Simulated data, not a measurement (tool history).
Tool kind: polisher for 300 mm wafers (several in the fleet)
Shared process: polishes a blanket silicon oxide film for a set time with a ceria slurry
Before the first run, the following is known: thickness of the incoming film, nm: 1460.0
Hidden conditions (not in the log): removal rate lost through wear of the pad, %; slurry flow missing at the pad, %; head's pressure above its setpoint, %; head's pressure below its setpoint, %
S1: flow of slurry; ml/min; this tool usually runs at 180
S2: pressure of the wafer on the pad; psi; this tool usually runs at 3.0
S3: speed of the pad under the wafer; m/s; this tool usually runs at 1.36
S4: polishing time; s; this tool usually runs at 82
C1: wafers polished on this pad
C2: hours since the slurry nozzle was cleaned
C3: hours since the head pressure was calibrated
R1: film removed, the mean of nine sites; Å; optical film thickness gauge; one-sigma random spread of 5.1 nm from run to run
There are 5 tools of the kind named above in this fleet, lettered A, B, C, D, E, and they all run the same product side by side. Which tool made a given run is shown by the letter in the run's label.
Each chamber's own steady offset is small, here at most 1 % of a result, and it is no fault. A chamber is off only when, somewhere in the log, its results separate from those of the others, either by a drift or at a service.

run    day   S1   S2    S3  S4    C1     C2      C3      R1
     0.133  -- chamber C: worn pad replaced by a new one
 1B  0.146  180  3.0  1.36  82   366  208.4   939.6  4605.2
     0.425  -- chamber D: worn pad replaced by a new one
 2C  0.454  180  3.0  1.36  82   104  399.8   444.2  4687.4
 3A  0.696  180  3.0  1.36  82   310  474.0  1037.7  4658.3
     0.754  -- chamber B: worn pad replaced by a new one
 4D  0.871  180  3.0  1.36  82   144   36.5   740.7  4643.9
 5E  1.021  180  3.0  1.36  82   370  445.2   131.9  4666.5
 6E  1.254  180  3.0  1.36  82   446  450.8   137.5  4675.5
 7A  1.542  180  3.0  1.36  82   583  494.3  1058.0  4606.6
 8C  1.704  180  3.0  1.36  82   508  429.8   474.2  4650.6
 9B  1.975  180  3.0  1.36  82   395  252.3   983.5  4552.1
10D  2.200  180  3.0  1.36  82   574   68.4   772.6  4726.5
11C  2.442  180  3.0  1.36  82   747  447.5   491.9  4693.0
     2.458  -- chamber B: worn pad replaced by a new one
12B  2.633  180  3.0  1.36  82    57  268.1   999.3  4640.9
     2.662  -- chamber A: slurry nozzle cleaned
     2.688  -- chamber E: worn pad replaced by a new one
13A  2.954  180  3.0  1.36  82  1040    7.0  1091.9  4688.1
     3.017  -- chamber C: worn pad replaced by a new one
14D  3.258  180  3.0  1.36  82   917   93.8   798.0  4699.3
15E  3.438  180  3.0  1.36  82   243  503.2   189.9  4662.3
16E  3.675  180  3.0  1.36  82   319  508.9   195.6  4676.0
17B  3.879  180  3.0  1.54  82   460  298.0  1029.2  5235.7
18D  4.062  180  3.0  1.54  82  1177  113.1   817.3  5394.1
     4.204  -- chamber B: worn pad replaced by a new one
     4.217  -- chamber A: worn pad replaced by a new one
19C  4.317  180  3.0  1.54  82   421  492.5   536.9  5327.9
20A  4.608  180  3.0  1.54  82   127   46.7  1131.6  5194.1
     4.696  -- chamber E: slurry nozzle cleaned
21C  4.754  180  3.0  1.54  82   562  503.0   547.4  5249.2
     5.008  -- chamber D: head pressure recalibrated
22D  5.054  180  3.0  1.36  82  1498  136.9     1.1  4174.5
     5.296  -- chamber D: worn pad replaced by a new one
23E  5.350  180  3.0  1.36  82   861   15.8   235.8  4660.5
24B  5.596  130  3.0  1.36  55   451  339.2  1070.4  2907.5
     5.629  -- chamber E: worn pad replaced by a new one
25A  5.925  130  3.0  1.36  55   553   78.3  1163.2  2943.5
26C  6.129  130  3.0  1.36  55  1007  536.0   580.4  2959.6
     6.204  -- chamber B: worn pad replaced by a new one
     6.275  -- chamber C: worn pad replaced by a new one
27D  6.346  130  3.0  1.36  55   339  167.9    32.1  2675.4
28A  6.550  130  3.0  1.36  55   755   93.3  1178.2  2955.1
     6.712  -- chamber A: head pressure recalibrated
     6.821  -- chamber B: head pressure recalibrated
29E  6.846  180  3.0  1.36  82   394   51.7   271.7  4724.7
30B  6.988  180  3.0  1.36  82   253  372.6     4.0  4673.0
31C  7.175  180  3.0  1.36  82   291  561.1   605.5  4639.9
32D  7.342  180  3.0  1.36  82   661  191.8    56.0  4123.9
33E  7.512  180  3.0  1.36  82   609   67.7   287.7  4584.5
34A  7.729  160  3.0  1.36  82  1136  121.6    24.5  4560.7
35B  7.879  160  3.0  1.36  82   541  394.0    25.4  4631.8
     7.988  -- chamber B: worn pad replaced by a new one
36E  8.150  160  3.0  1.36  82   816   83.0   303.0  4683.8
     8.292  -- chamber E: worn pad replaced by a new one
37A  8.358  160  3.0  1.36  82  1340  136.7    39.6  4569.6
38D  8.525  160  3.0  1.36  82  1044  220.2    84.4  4118.7
39C  8.692  180  3.0  1.36  82   782  597.5   641.9  4687.8
40B  8.883  180  3.0  1.36  82   290  418.1    49.5  4694.4
41E  9.067  180  3.0  1.36  82   251  105.0   325.0  4655.9
     9.108  -- chamber C: worn pad replaced by a new one
42C  9.258  180  3.7  1.36  82    48  611.1   655.5  5786.2

Each of the 5 chambers runs these same settings next. Fill in every chamber's results:
43A  9.496  180  3.0  1.60  82               ?
43B  9.496  180  3.0  1.60  82               ?
43C  9.496  180  3.0  1.60  82               ?
43D  9.496  180  3.0  1.60  82               ?
43E  9.496  180  3.0  1.60  82               ?

run      R1
43A  5400.3
43B  5477.2
43C  5549.6
43D  4979.1
43E  5436.7
